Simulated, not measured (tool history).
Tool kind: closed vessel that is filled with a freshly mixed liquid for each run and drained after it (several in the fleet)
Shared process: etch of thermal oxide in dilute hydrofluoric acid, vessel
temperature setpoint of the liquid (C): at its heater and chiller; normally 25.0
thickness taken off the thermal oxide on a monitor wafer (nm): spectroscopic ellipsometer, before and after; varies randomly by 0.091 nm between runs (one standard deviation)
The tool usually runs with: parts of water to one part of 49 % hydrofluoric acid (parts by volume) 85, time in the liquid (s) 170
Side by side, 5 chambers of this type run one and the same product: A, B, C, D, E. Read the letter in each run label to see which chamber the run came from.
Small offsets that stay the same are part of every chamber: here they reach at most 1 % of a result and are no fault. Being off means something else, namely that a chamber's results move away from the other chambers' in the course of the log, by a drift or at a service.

| run | hour | temperature setpoint of the liquid (C) | parts of water to one part of 49 % hydrofluoric acid (parts by volume) | time in the liquid (s) | read-back film thickness of the thermal oxide reference wafer, read on the same gauge (nm) | thickness taken off the thermal oxide on a monitor wafer (nm) |
|---|---|---|---|---|---|---|
| 1D | 8.7 | 25.0 | 85 | 170 | 49.994 | 10.1250 |
| 2E | 18.4 | 25.0 | 85 | 170 | 49.974 | 10.4770 |
| 3A | 32.8 | 25.0 | 85 | 170 | 50.000 | 10.1360 |
| 4B | 42.7 | 25.0 | 85 | 170 | 50.010 | 10.3590 |
| 5C | 53.7 | 25.0 | 85 | 170 | 50.000 | 10.3410 |
| 6C | 64.2 | 25.0 | 85 | 170 | 49.987 | 10.3260 |
| 7D | 71.3 | 25.0 | 85 | 170 | 49.996 | 10.3020 |
| 8B | 82.2 | 25.0 | 100 | 205 | 49.999 | 10.3580 |
| 9A | 91.7 | 25.0 | 100 | 205 | 50.006 | 10.3140 |
| 10E | 104.0 | 25.0 | 100 | 205 | 49.978 | 10.4910 |
| 11C | 117.4 | 25.0 | 100 | 205 | 50.004 | 10.3640 |
| 12D | 125.4 | 25.0 | 100 | 205 | 50.016 | 10.3050 |
| 13B | 137.0 | 21.5 | 75 | 170 | 50.010 | 10.0230 |
| 14E | 147.0 | 21.5 | 75 | 170 | 49.971 | 10.4370 |
| 15A | 161.0 | 21.5 | 75 | 170 | 50.007 | 10.2700 |
| 16E | 175.5 | 21.5 | 75 | 170 | 50.004 | 10.1920 |
| 17A | 184.8 | 21.5 | 75 | 170 | 49.989 | 10.1350 |
| 18D | 194.5 | 25.0 | 85 | 170 | 50.024 | 10.3610 |
| 19B | 208.6 | 25.0 | 85 | 170 | 49.997 | 9.7869 |
| 20C | 217.5 | 25.0 | 45 | 170 | 50.007 | 20.8010 |
| 21A | 230.0 | 25.0 | 45 | 170 | 50.022 | 20.2430 |
| 22B | 243.2 | 25.0 | 45 | 170 | 49.990 | 19.2440 |
| 23C | 256.6 | 25.0 | 45 | 170 | 49.993 | 20.6010 |
| 24E | 271.0 | 25.0 | 45 | 170 | 49.989 | 20.9070 |
|  | 273.1 | chamber D: thermometer replaced |
|  | 273.6 | chamber A: hydrofluoric acid flow meter replaced |
| 25D | 280.8 | 25.0 | 85 | 170 | 50.003 | 10.2310 |
| 26B | 287.7 | 25.0 | 85 | 170 | 50.003 | 9.5838 |
| 27C | 300.4 | 25.0 | 85 | 170 | 49.998 | 10.2950 |
|  | 302.7 | chamber D: hydrofluoric acid flow meter replaced |
| 28E | 307.4 | 25.0 | 85 | 170 | 50.007 | 10.5130 |
| 29D | 320.2 | 25.0 | 85 | 170 | 49.993 | 10.2200 |
| 30A | 328.3 | 25.0 | 85 | 170 | 49.979 | 10.2000 |
| 31D | 341.3 | 25.0 | 85 | 170 | 50.000 | 10.2890 |
| 32A | 356.0 | 25.0 | 85 | 260 | 49.972 | 15.5690 |
| 33C | 370.1 | 25.0 | 85 | 260 | 49.982 | 15.7610 |

Next, all 5 chambers run the settings below, one line each with question marks for the results. What does each chamber give?
| 34A | 380.7 | 25.0 | 85 | 170 |  | ? |
| 34B | 380.7 | 25.0 | 85 | 170 |  | ? |
| 34C | 380.7 | 25.0 | 85 | 170 |  | ? |
| 34D | 380.7 | 25.0 | 85 | 170 |  | ? |
| 34E | 380.7 | 25.0 | 85 | 170 |  | ? |

| run | thickness taken off the thermal oxide on a monitor wafer (nm) |
|---|---|
| 34A | 10.4130 |
| 34B | 9.3855 |
| 34C | 10.2650 |
| 34D | 10.1070 |
| 34E | 10.3510 |

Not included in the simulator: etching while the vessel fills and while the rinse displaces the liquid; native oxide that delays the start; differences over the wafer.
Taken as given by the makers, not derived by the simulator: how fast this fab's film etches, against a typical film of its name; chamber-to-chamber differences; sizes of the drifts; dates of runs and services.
